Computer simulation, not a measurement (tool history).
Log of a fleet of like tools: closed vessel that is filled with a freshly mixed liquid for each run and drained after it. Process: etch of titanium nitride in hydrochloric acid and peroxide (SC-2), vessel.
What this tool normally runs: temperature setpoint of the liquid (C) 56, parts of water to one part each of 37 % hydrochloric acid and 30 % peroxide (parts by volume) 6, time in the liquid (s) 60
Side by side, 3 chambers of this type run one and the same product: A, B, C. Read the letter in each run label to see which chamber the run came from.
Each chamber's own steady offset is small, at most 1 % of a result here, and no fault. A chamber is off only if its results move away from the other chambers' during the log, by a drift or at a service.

| run | hour | temperature setpoint of the liquid (C) | parts of water to one part each of 37 % hydrochloric acid and 30 % peroxide (parts by volume) | time in the liquid (s) | hours since the thermometer was replaced | hours since the chemicals flow meter was replaced | hours since the drum of peroxide was connected | read-back film thickness of the titanium nitride reference wafer, read on the same gauge (nm) | thickness taken off the titanium nitride on a monitor wafer (nm) |
|---|---|---|---|---|---|---|---|---|---|
| 1B | 9.3 | 56 | 6 | 60 | 1061.5 | 1775.9 | 197.3 | 110.02 | 6.139 |
|  | 16.6 | chamber A: new drum of peroxide connected |
| 2C | 19 | 56 | 6 | 60 | 350.5 | 854.6 | 460.6 | 109.96 | 6.2334 |
| 3A | 30 | 56 | 6 | 60 | 1537.1 | 549 | 13.4 | 110.02 | 6.0874 |
| 4C | 40 | 56 | 6 | 60 | 371.5 | 875.6 | 481.6 | 109.98 | 6.1809 |
| 5B | 46 | 56 | 6 | 60 | 1098.2 | 1812.6 | 234 | 110.02 | 6.2481 |
| 6A | 54.1 | 56 | 6 | 60 | 1561.2 | 573.1 | 37.5 | 110.02 | 6.1141 |
| 7C | 60.3 | 56 | 6 | 60 | 391.8 | 895.9 | 501.9 | 110.02 | 6.1812 |
| 8A | 71.2 | 50.5 | 6 | 70 | 1578.3 | 590.2 | 54.6 | 109.99 | 5.0534 |
| 9B | 78.8 | 50.5 | 6 | 70 | 1131 | 1845.4 | 266.8 | 110 | 5.1186 |
| 10A | 86.7 | 50.5 | 6 | 70 | 1593.8 | 605.7 | 70.1 | 109.98 | 4.962 |
| 11C | 93.2 | 56 | 6 | 60 | 424.7 | 928.8 | 534.8 | 109.95 | 6.2397 |
| 12B | 103.1 | 51.5 | 6 | 90 | 1155.3 | 1869.7 | 291.1 | 109.99 | 7.1858 |
| 13B | 109.7 | 51.5 | 6 | 90 | 1161.9 | 1876.3 | 297.7 | 110 | 7.028 |
| 14A | 115.4 | 51.5 | 6 | 90 | 1622.5 | 634.4 | 98.8 | 110.01 | 7.0212 |
| 15C | 124.6 | 49 | 6 | 90 | 456.1 | 960.2 | 566.2 | 110.03 | 5.8394 |
| 16C | 130.6 | 49 | 6 | 90 | 462.1 | 966.2 | 572.2 | 110.02 | 5.7345 |
| 17A | 141.1 | 49 | 6 | 90 | 1648.2 | 660.1 | 124.5 | 110 | 5.8157 |
| 18B | 152.5 | 56 | 6 | 60 | 1204.7 | 1919.1 | 340.5 | 109.98 | 6.5094 |
| 19C | 163.6 | 56 | 6 | 60 | 495.1 | 999.2 | 605.2 | 109.98 | 6.2448 |
| 20A | 171.5 | 56 | 6 | 60 | 1678.6 | 690.5 | 154.9 | 109.96 | 6.1659 |
| 21B | 179.3 | 56 | 6 | 60 | 1231.5 | 1945.9 | 367.3 | 109.97 | 6.5959 |
| 22A | 187.1 | 61.5 | 7 | 60 | 1694.2 | 706.1 | 170.5 | 110.02 | 7.7903 |
| 23B | 196.3 | 61.5 | 7 | 60 | 1248.5 | 1962.9 | 384.3 | 109.98 | 8.3777 |
| 24C | 201.4 | 61.5 | 7 | 60 | 532.9 | 1037 | 643 | 110.04 | 7.8406 |
| 25A | 206.8 | 56 | 6 | 60 | 1713.9 | 725.8 | 190.2 | 109.99 | 6.1427 |
| 26C | 213.1 | 56 | 6 | 60 | 544.6 | 1048.7 | 654.7 | 110 | 6.1851 |
| 27B | 223.5 | 62.5 | 6 | 60 | 1275.7 | 1990.1 | 411.5 | 110 | 9.9683 |
| 28C | 230 | 62.5 | 6 | 60 | 561.5 | 1065.6 | 671.6 | 110.04 | 9.4514 |
| 29A | 241 | 62.5 | 6 | 60 | 1748.1 | 760 | 224.4 | 109.98 | 9.2185 |
| 30B | 247.8 | 56 | 6 | 60 | 1300 | 2014.4 | 435.8 | 109.99 | 6.7917 |
| 31C | 256.3 | 56 | 6 | 60 | 587.8 | 1091.9 | 697.9 | 110.02 | 6.1685 |
| 32A | 266.1 | 56 | 6 | 60 | 1773.2 | 785.1 | 249.5 | 110.01 | 6.1443 |
| 33B | 272.8 | 56 | 6 | 60 | 1325 | 2039.4 | 460.8 | 110.04 | 6.9075 |

The same settings go to every chamber for the next run, one line per chamber below. Forecast the results for each:
| 34A | 281 | 56 | 6 | 60 |  |  |  |  | ? |
| 34B | 281 | 56 | 6 | 60 |  |  |  |  | ? |
| 34C | 281 | 56 | 6 | 60 |  |  |  |  | ? |

| run | thickness taken off the titanium nitride on a monitor wafer (nm) |
|---|---|
| 34A | 6.117 |
| 34B | 6.7709 |
| 34C | 6.2429 |
